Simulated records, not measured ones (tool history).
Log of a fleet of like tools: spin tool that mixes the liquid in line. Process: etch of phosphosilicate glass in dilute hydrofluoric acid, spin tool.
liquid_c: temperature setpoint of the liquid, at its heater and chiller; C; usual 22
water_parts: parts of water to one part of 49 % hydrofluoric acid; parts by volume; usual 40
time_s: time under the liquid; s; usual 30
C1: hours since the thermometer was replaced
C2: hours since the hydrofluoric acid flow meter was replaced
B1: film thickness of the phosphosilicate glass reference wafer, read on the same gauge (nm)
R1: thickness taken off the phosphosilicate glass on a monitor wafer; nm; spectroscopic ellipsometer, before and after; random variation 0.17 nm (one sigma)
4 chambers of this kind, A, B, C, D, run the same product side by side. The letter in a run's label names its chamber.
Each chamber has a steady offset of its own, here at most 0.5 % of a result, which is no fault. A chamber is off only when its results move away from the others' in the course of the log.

Run 1B, day 0.346: usual settings; C1 1449; C2 767.4; B1 110.01. Result: R1 44.789 nm.
Run 2A, day 0.721: usual settings; C1 1532.3; C2 675.3; B1 110.01. Result: R1 44.984 nm.
Run 3D, day 1.171: usual settings; C1 287.5; C2 687.3; B1 110. Result: R1 45.114 nm.
Run 4C, day 1.612: usual settings; C1 50.6; C2 504.4; B1 110. Result: R1 44.58 nm.
Run 5D, day 1.942: usual settings; C1 306; C2 705.8; B1 110.03. Result: R1 45.176 nm.
Run 6B, day 2.312: usual settings; C1 1496.2; C2 814.6; B1 110. Result: R1 44.883 nm.
Run 7C, day 2.721: usual settings; C1 77.2; C2 531; B1 110. Result: R1 44.634 nm.
Run 8A, day 3.138: usual settings; C1 1590.3; C2 733.3; B1 110.02. Result: R1 45.217 nm.
Run 9B, day 3.492: usual settings; C1 1524.5; C2 842.9; B1 109.99. Result: R1 44.677 nm.
Run 10A, day 3.746: usual settings; C1 1604.9; C2 747.9; B1 110.03. Result: R1 44.957 nm.
Run 11D, day 4.096: usual settings; C1 357.7; C2 757.5; B1 110. Result: R1 44.795 nm.
Run 12C, day 4.454: usual settings but liquid_c 24 C, water_parts 60 parts by volume; C1 118.8; C2 572.6; B1 110. Result: R1 31.739 nm.
Run 13A, day 4.729: usual settings but liquid_c 24 C, water_parts 60 parts by volume; C1 1628.5; C2 771.5; B1 109.99. Result: R1 31.528 nm.
Run 14C, day 5.004: usual settings but liquid_c 24 C, water_parts 60 parts by volume; C1 132; C2 585.8; B1 110.01. Result: R1 31.922 nm.
Run 15D, day 5.408: usual settings but liquid_c 24 C, water_parts 60 parts by volume; C1 389.2; C2 789; B1 110. Result: R1 31.735 nm.
Run 16B, day 5.858: usual settings; C1 1581.3; C2 899.7; B1 109.99. Result: R1 44.852 nm.
Run 17A, day 6.129: usual settings; C1 1662.1; C2 805.1; B1 110.01. Result: R1 44.573 nm.
Run 18C, day 6.508: usual settings; C1 168.1; C2 621.9; B1 110.02. Result: R1 44.75 nm.
Run 19B, day 6.817: usual settings; C1 1604.3; C2 922.7; B1 110. Result: R1 44.811 nm.
Run 20D, day 7.012: usual settings; C1 427.7; C2 827.5; B1 109.97. Result: R1 45.092 nm.
Run 21D, day 7.225: usual settings; C1 432.8; C2 832.6; B1 110.01. Result: R1 45.047 nm.
Run 22A, day 7.558: usual settings but liquid_c 23.5 C, time_s 15 s; C1 1696.4; C2 839.4; B1 109.99. Result: R1 23.471 nm.
Run 23B, day 7.9: usual settings but liquid_c 23.5 C, time_s 15 s; C1 1630.3; C2 948.7; B1 110. Result: R1 23.82 nm.
Run 24C, day 8.283: usual settings but liquid_c 23.5 C, time_s 15 s; C1 210.7; C2 664.5; B1 109.98. Result: R1 23.561 nm.
Run 25D, day 8.617: usual settings but liquid_c 23.5 C, time_s 15 s; C1 466.2; C2 866; B1 109.99. Result: R1 23.891 nm.
Run 26C, day 8.988: usual settings; C1 227.6; C2 681.4; B1 109.99. Result: R1 44.74 nm.
At day 9.058: chamber B: hydrofluoric acid flow meter replaced.
Run 27A, day 9.329: usual settings; C1 1738.9; C2 881.9; B1 109.99. Result: R1 43.762 nm.
Run 28B, day 9.671: usual settings; C1 1672.8; C2 14.7; B1 110.01. Result: R1 44.783 nm.
Run 29A, day 10.042: usual settings; C1 1756; C2 899; B1 110.01. Result: R1 43.562 nm.
Run 30D, day 10.275: usual settings; C1 506; C2 905.8; B1 110. Result: R1 45.387 nm.
Run 31B, day 10.538: usual settings; C1 1693.6; C2 35.5; B1 110.03. Result: R1 45.012 nm.
Run 32C, day 10.888: usual settings; C1 273.2; C2 727; B1 110.02. Result: R1 44.714 nm.

Is one chamber off against the others, does the gauge drift, or is nothing wrong? If a chamber is off, say which, and what the likeliest cause is.

Chamber A drifts away from the others.
Cause: hydrofluoric acid flow below the setpoint (%) = 3.84.
The log may not tell that from: liquid colder than its thermometer reads (K).

Here are 4 candidates for chamber A's next run, each the usual settings with a change, their results left as question marks. Which one brings its results back in line with what the others give on the usual settings?
In line means no further than this from the other chambers' mean on the usual settings: R1 0.59 nm
Run 33A-1, day 11.217: usual settings but liquid_c 23.5 C. Result: R1 ?.
Run 33A-2, day 11.217: usual settings but liquid_c 23 C. Result: R1 ?.
Run 33A-3, day 11.217: usual settings but liquid_c 21 C. Result: R1 ?.
Run 33A-4, day 11.217: usual settings but liquid_c 20.5 C. Result: R1 ?.

The other chambers' mean on the usual settings: R1 44.84 nm
  run      R1
33A-1  46.116
33A-2  45.165
33A-3  41.485
33A-4  40.613
33A-2 brings the chamber back in line.
